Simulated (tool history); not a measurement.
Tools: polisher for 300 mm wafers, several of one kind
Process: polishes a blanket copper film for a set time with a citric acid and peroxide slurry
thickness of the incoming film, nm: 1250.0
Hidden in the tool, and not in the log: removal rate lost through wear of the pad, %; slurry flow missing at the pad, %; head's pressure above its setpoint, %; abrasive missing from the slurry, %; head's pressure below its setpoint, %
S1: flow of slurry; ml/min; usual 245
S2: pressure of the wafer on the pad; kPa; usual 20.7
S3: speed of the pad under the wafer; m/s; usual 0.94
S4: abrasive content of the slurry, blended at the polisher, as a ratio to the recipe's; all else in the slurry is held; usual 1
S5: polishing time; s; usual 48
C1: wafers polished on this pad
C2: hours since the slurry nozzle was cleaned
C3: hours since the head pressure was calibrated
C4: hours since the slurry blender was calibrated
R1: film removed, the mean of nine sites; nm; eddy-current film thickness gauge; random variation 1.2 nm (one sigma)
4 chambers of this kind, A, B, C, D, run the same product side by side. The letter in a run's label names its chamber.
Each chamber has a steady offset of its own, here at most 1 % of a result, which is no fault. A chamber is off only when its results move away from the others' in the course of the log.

| run | hour | S1 | S2 | S3 | S4 | S5 | C1 | C2 | C3 | C4 | R1 |
|---|---|---|---|---|---|---|---|---|---|---|---|
| 1B | 6.8 | 245 | 20.7 | 0.94 | 1 | 48 | 1038 | 110.7 | 872 | 54.2 | 116.92 |
|  | 17.5 | chamber B: worn pad replaced by a new one |
| 2C | 17.6 | 245 | 20.7 | 0.94 | 1 | 48 | 526 | 412.3 | 160.8 | 282.4 | 118.87 |
|  | 18.5 | chamber D: worn pad replaced by a new one |
| 3A | 28.3 | 245 | 20.7 | 0.94 | 1 | 48 | 456 | 669.9 | 295.8 | 229 | 115.55 |
| 4D | 40.4 | 245 | 20.7 | 0.94 | 1 | 48 | 295 | 106.5 | 668.5 | 52.8 | 117.15 |
| 5A | 53.8 | 245 | 20.7 | 0.94 | 1 | 48 | 799 | 695.4 | 321.3 | 254.5 | 117.55 |
| 6C | 63.2 | 245 | 20.7 | 0.94 | 1 | 48 | 1139 | 457.9 | 206.4 | 328 | 117.2 |
|  | 65.2 | chamber C: worn pad replaced by a new one |
| 7B | 70.2 | 245 | 20.7 | 0.94 | 1 | 48 | 708 | 174.1 | 935.4 | 117.6 | 116.7 |
|  | 77.6 | chamber A: worn pad replaced by a new one |
| 8D | 82.7 | 245 | 20.7 | 0.94 | 1 | 48 | 863 | 148.8 | 710.8 | 95.1 | 116.58 |
|  | 93.4 | chamber D: head pressure recalibrated |
| 9D | 96.2 | 245 | 20.7 | 0.94 | 1 | 48 | 1044 | 162.3 | 2.8 | 108.6 | 114.37 |
|  | 102 | chamber A: slurry blender recalibrated |
| 10B | 104.6 | 245 | 20.7 | 0.94 | 1 | 48 | 1170 | 208.5 | 969.8 | 152 | 117.99 |
|  | 105 | chamber B: worn pad replaced by a new one |
|  | 105.3 | chamber D: worn pad replaced by a new one |
|  | 108.6 | chamber C: slurry nozzle cleaned |
| 11C | 111.5 | 245 | 20.7 | 0.94 | 1 | 48 | 622 | 2.9 | 254.7 | 376.3 | 115.83 |
| 12A | 119.8 | 245 | 20.7 | 0.94 | 1 | 48 | 567 | 761.4 | 387.3 | 17.8 | 118.49 |
| 13C | 127.3 | 185 | 20.7 | 0.94 | 0.8 | 48 | 835 | 18.7 | 270.5 | 392.1 | 108.78 |
| 14A | 133.9 | 185 | 20.7 | 0.94 | 0.8 | 48 | 756 | 775.5 | 401.4 | 31.9 | 108.22 |
| 15B | 140.6 | 185 | 20.7 | 0.94 | 0.8 | 48 | 478 | 244.5 | 1005.8 | 188 | 109.42 |
|  | 151.8 | chamber C: worn pad replaced by a new one |
| 16D | 153.3 | 185 | 20.7 | 0.94 | 0.8 | 48 | 646 | 219.4 | 59.9 | 165.7 | 105.37 |
|  | 157 | chamber A: worn pad replaced by a new one |
| 17A | 162.3 | 245 | 20.7 | 1.12 | 1 | 48 | 72 | 803.9 | 429.8 | 60.3 | 139.98 |
| 18C | 169.1 | 245 | 20.7 | 1.12 | 1 | 48 | 232 | 60.5 | 312.3 | 433.9 | 139.29 |
|  | 175.9 | chamber C: slurry blender recalibrated |
| 19D | 180.4 | 245 | 20.7 | 1.12 | 1 | 48 | 1010 | 246.5 | 87 | 192.8 | 137.23 |
|  | 181.9 | chamber D: worn pad replaced by a new one |
|  | 183.2 | chamber B: worn pad replaced by a new one |
|  | 186.4 | chamber C: head pressure recalibrated |
| 20B | 195.1 | 245 | 20.7 | 1.12 | 1 | 48 | 159 | 299 | 1060.3 | 242.5 | 139.35 |
| 21B | 207.5 | 245 | 20.7 | 0.94 | 1 | 48 | 326 | 311.4 | 1072.7 | 254.9 | 119.78 |
|  | 214.4 | chamber B: head pressure recalibrated |
| 22D | 216.8 | 245 | 20.7 | 0.94 | 1 | 48 | 469 | 282.9 | 123.4 | 229.2 | 114.08 |
| 23A | 225.3 | 245 | 20.7 | 0.94 | 1 | 48 | 918 | 866.9 | 492.8 | 123.3 | 117.69 |
|  | 226.2 | chamber B: slurry nozzle cleaned |
|  | 229.5 | chamber C: worn pad replaced by a new one |
|  | 229.7 | chamber B: slurry blender recalibrated |
| 24C | 237.1 | 245 | 20.7 | 0.94 | 1 | 48 | 102 | 128.5 | 50.7 | 61.3 | 119.09 |
|  | 239.4 | chamber A: worn pad replaced by a new one |
| 25A | 246.5 | 245 | 20.7 | 0.94 | 1.15 | 39 | 96 | 888.1 | 514 | 144.5 | 99.252 |
|  | 251.3 | chamber A: slurry nozzle cleaned |
| 26B | 256.7 | 245 | 20.7 | 0.94 | 1.15 | 39 | 987 | 30.6 | 42.3 | 27 | 88.933 |
|  | 262.5 | chamber B: worn pad replaced by a new one |
|  | 269.2 | chamber D: worn pad replaced by a new one |
| 27D | 269.5 | 245 | 20.7 | 0.94 | 1.15 | 39 | 4 | 335.6 | 176.1 | 281.9 | 96.803 |
| 28C | 275.9 | 245 | 20.7 | 0.94 | 1.15 | 39 | 623 | 167.3 | 89.5 | 100.1 | 97.726 |
|  | 282.2 | chamber A: head pressure recalibrated |
| 29B | 283.4 | 245 | 20.7 | 0.94 | 1 | 48 | 281 | 57.3 | 69 | 53.7 | 108 |
| 30D | 294.8 | 245 | 20.7 | 0.94 | 1 | 48 | 344 | 360.9 | 201.4 | 307.2 | 114.33 |
| 31A | 305.9 | 245 | 20.7 | 0.94 | 1 | 48 | 894 | 54.7 | 23.7 | 203.9 | 117.41 |
|  | 316.3 | chamber A: worn pad replaced by a new one |
| 32C | 318.9 | 245 | 20.7 | 0.94 | 1 | 48 | 1201 | 210.3 | 132.5 | 143.1 | 118.09 |
|  | 320.3 | chamber C: worn pad replaced by a new one |
| 33C | 326.9 | 245 | 20.7 | 0.94 | 1 | 48 | 89 | 218.3 | 140.5 | 151.1 | 116.61 |
| 34B | 333.3 | 245 | 20.7 | 0.94 | 1 | 48 | 952 | 107.2 | 118.9 | 103.6 | 107.46 |
|  | 342.7 | chamber D: worn pad replaced by a new one |
| 35D | 343.7 | 280 | 26.9 | 0.94 | 1 | 48 | 13 | 409.8 | 250.3 | 356.1 | 152.22 |
| 36A | 354.2 | 280 | 26.9 | 0.94 | 1 | 48 | 509 | 103 | 72 | 252.2 | 151.6 |
|  | 356.6 | chamber B: worn pad replaced by a new one |
| 37A | 363.6 | 280 | 26.9 | 0.94 | 1 | 48 | 636 | 112.4 | 81.4 | 261.6 | 151.73 |
| 38D | 370.7 | 280 | 26.9 | 0.94 | 1 | 48 | 376 | 436.8 | 277.3 | 383.1 | 152.72 |
| 39C | 383.6 | 245 | 20.7 | 0.94 | 1.1 | 54 | 851 | 275 | 197.2 | 207.8 | 134.39 |
|  | 387.4 | chamber A: slurry blender recalibrated |
| 40B | 392.4 | 245 | 20.7 | 0.94 | 1.1 | 54 | 481 | 166.3 | 178 | 162.7 | 125.71 |
|  | 396.2 | chamber A: worn pad replaced by a new one |
| 41D | 404.8 | 245 | 20.7 | 0.94 | 1.1 | 54 | 834 | 470.9 | 311.4 | 417.2 | 133.19 |
|  | 411.3 | chamber C: worn pad replaced by a new one |
| 42C | 412.8 | 245 | 20.7 | 0.94 | 1.1 | 54 | 21 | 304.2 | 226.4 | 237 | 135.96 |
| 43A | 425.8 | 245 | 20.7 | 0.94 | 1 | 48 | 398 | 174.6 | 143.6 | 38.5 | 114.6 |

Next, every chamber runs the same settings. What will each give?
| 44A | 436.5 | 245 | 20.7 | 0.94 | 1 | 48 |  |  |  |  | ? |
| 44B | 436.5 | 245 | 20.7 | 0.94 | 1 | 48 |  |  |  |  | ? |
| 44C | 436.5 | 245 | 20.7 | 0.94 | 1 | 48 |  |  |  |  | ? |
| 44D | 436.5 | 245 | 20.7 | 0.94 | 1 | 48 |  |  |  |  | ? |

| run | R1 |
|---|---|
| 44A | 116.22 |
| 44B | 108.25 |
| 44C | 117.64 |
| 44D | 114.95 |

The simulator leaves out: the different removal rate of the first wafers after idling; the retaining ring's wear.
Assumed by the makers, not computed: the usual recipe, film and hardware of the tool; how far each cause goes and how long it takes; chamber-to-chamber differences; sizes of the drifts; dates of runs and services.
